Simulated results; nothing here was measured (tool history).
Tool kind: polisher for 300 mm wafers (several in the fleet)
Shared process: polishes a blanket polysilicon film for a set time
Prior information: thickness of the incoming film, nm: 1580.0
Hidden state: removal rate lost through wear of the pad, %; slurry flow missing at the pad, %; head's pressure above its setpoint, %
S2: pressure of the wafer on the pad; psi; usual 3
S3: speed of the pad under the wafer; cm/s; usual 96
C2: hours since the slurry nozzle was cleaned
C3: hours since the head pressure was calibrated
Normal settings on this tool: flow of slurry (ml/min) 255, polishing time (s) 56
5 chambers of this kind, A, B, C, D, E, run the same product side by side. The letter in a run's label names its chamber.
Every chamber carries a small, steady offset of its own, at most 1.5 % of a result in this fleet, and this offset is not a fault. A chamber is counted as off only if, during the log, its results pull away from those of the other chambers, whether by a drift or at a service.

Run 1C, hour 4.5: usual settings; wafers polished on this pad 294; C2 132; C3 95. Result: film removed (angstrom) 5535.9.
Run 2D, hour 10.5: usual settings; wafers polished on this pad 795; C2 144.1; C3 137. Result: film removed (angstrom) 5493.1.
Run 3E, hour 15.3: usual settings; wafers polished on this pad 700; C2 485.6; C3 373.4. Result: film removed (angstrom) 5464.6.
At hour 17.5: chamber A: worn pad replaced by a new one.
Run 4A, hour 24.2: usual settings; wafers polished on this pad 87; C2 332.5; C3 412.6. Result: film removed (angstrom) 5570.5.
Run 5B, hour 30.4: usual settings but S3 128 cm/s; wafers polished on this pad 571; C2 501.7; C3 737.8. Result: film removed (angstrom) 7430.5.
Run 6A, hour 37.6: usual settings but S3 128 cm/s; wafers polished on this pad 261; C2 345.9; C3 426. Result: film removed (angstrom) 7289.3.
At hour 41: chamber E: worn pad replaced by a new one.
Run 7E, hour 43.1: usual settings but S3 128 cm/s; wafers polished on this pad 28; C2 513.4; C3 401.2. Result: film removed (angstrom) 7280.2.
At hour 49.9: chamber B: worn pad replaced by a new one.
Run 8B, hour 50.2: usual settings but S3 128 cm/s; wafers polished on this pad 4; C2 521.5; C3 757.6. Result: film removed (angstrom) 7425.2.
Run 9C, hour 58.9: usual settings but S3 128 cm/s; wafers polished on this pad 1001; C2 186.4; C3 149.4. Result: film removed (angstrom) 7433.6.
Run 10D, hour 63.1: usual settings; wafers polished on this pad 1478; C2 196.7; C3 189.6. Result: film removed (angstrom) 5516.9.
At hour 65.2: chamber A: worn pad replaced by a new one.
Run 11B, hour 69.8: usual settings; wafers polished on this pad 259; C2 541.1; C3 777.2. Result: film removed (angstrom) 5518.8.
Run 12C, hour 74: usual settings; wafers polished on this pad 1198; C2 201.5; C3 164.5. Result: film removed (angstrom) 5540.9.
At hour 80.3: chamber C: worn pad replaced by a new one.
Run 13E, hour 82.5: usual settings; wafers polished on this pad 540; C2 552.8; C3 440.6. Result: film removed (angstrom) 5486.
Run 14D, hour 87.4: usual settings; wafers polished on this pad 1794; C2 221; C3 213.9. Result: film removed (angstrom) 5317.1.
Run 15A, hour 92: usual settings; wafers polished on this pad 348; C2 400.3; C3 480.4. Result: film removed (angstrom) 5411.4.
Run 16E, hour 100.6: usual settings; wafers polished on this pad 775; C2 570.9; C3 458.7. Result: film removed (angstrom) 5459.5.
At hour 105.1: chamber B: worn pad replaced by a new one.
Run 17D, hour 109.4: usual settings; wafers polished on this pad 2080; C2 243; C3 235.9. Result: film removed (angstrom) 5265.9.
At hour 109.8: chamber A: worn pad replaced by a new one.
Run 18A, hour 113.4: usual settings; wafers polished on this pad 48; C2 421.7; C3 501.8. Result: film removed (angstrom) 5509.5.
Run 19B, hour 118.1: usual settings; wafers polished on this pad 169; C2 589.4; C3 825.5. Result: film removed (angstrom) 5516.3.
Run 20C, hour 123.4: usual settings; wafers polished on this pad 560; C2 250.9; C3 213.9. Result: film removed (angstrom) 5574.6.
Run 21E, hour 130.3: usual settings but S3 80 cm/s; wafers polished on this pad 1161; C2 600.6; C3 488.4. Result: film removed (angstrom) 4503.5.
At hour 132.4: chamber E: worn pad replaced by a new one.
Run 22A, hour 139: usual settings but S3 80 cm/s; wafers polished on this pad 380; C2 447.3; C3 527.4. Result: film removed (angstrom) 4536.1.
Run 23C, hour 146.8: usual settings but S3 80 cm/s; wafers polished on this pad 864; C2 274.3; C3 237.3. Result: film removed (angstrom) 4684.7.
At hour 147: chamber A: worn pad replaced by a new one.
Run 24D, hour 152: usual settings but S3 80 cm/s; wafers polished on this pad 2633; C2 285.6; C3 278.5. Result: film removed (angstrom) 4270.6.
Run 25B, hour 158: usual settings but S3 80 cm/s; wafers polished on this pad 688; C2 629.3; C3 865.4. Result: film removed (angstrom) 4574.6.
At hour 158.9: chamber B: worn pad replaced by a new one.
Run 26B, hour 162.5: usual settings; wafers polished on this pad 46; C2 633.8; C3 869.9. Result: film removed (angstrom) 5495.5.
At hour 169.6: chamber E: slurry nozzle cleaned.
Run 27D, hour 171.4: usual settings; wafers polished on this pad 2885; C2 305; C3 297.9. Result: film removed (angstrom) 5102.4.
Run 28C, hour 179.2: usual settings; wafers polished on this pad 1285; C2 306.7; C3 269.7. Result: film removed (angstrom) 5522.
Run 29A, hour 186.7: usual settings but S2 2.5 psi, polishing time (s) 76; wafers polished on this pad 516; C2 495; C3 575.1. Result: film removed (angstrom) 6230.5.
Run 30E, hour 194.7: usual settings but S2 2.5 psi, polishing time (s) 76; wafers polished on this pad 809; C2 25.1; C3 552.8. Result: film removed (angstrom) 6211.3.
Run 31D, hour 199.6: usual settings but S2 2.5 psi, polishing time (s) 76; wafers polished on this pad 3252; C2 333.2; C3 326.1. Result: film removed (angstrom) 5608.7.
Run 32B, hour 203.5: usual settings but S2 2.5 psi, polishing time (s) 76; wafers polished on this pad 579; C2 674.8; C3 910.9. Result: film removed (angstrom) 6308.4.
Run 33E, hour 209.6: usual settings but S2 2.5 psi, polishing time (s) 76; wafers polished on this pad 1003; C2 40; C3 567.7. Result: film removed (angstrom) 6246.5.

What goes on in this fleet: one chamber off, a drifting gauge, or nothing beyond the chambers' own small offsets? Name the chamber and the cause, if any.

It is chamber D that slowly wanders off from its peers.
Most likely cause: removal rate lost through wear of the pad, % = 11.8.
With only this log, it may be confused with: head's pressure below its setpoint, %.

Here are 4 candidates for chamber D's next run, each the usual settings with a change, their results left as question marks. Which one brings its results back in line with what the others give on the usual settings?
In line means no further than this from the other chambers' mean on the usual settings: film removed (angstrom) 180
Run 34D-1, hour 216: usual settings but S3 108 cm/s. Result: film removed (angstrom) ?.
Run 34D-2, hour 216: usual settings but S3 90 cm/s. Result: film removed (angstrom) ?.
Run 34D-3, hour 216: usual settings but S2 2.9 psi, S3 92 cm/s, polishing time (s) 54. Result: film removed (angstrom) ?.
Run 34D-4, hour 216: usual settings but polishing time (s) 59. Result: film removed (angstrom) ?.

On the usual settings, the other chambers give on average: film removed (angstrom) 5476
  run  film removed (angstrom)
34D-1                   5485.1
34D-2                   4576.5
34D-3                   4361.8
34D-4                   5140.8
34D-1 is the one that brings the chamber's results back in line with the other chambers.
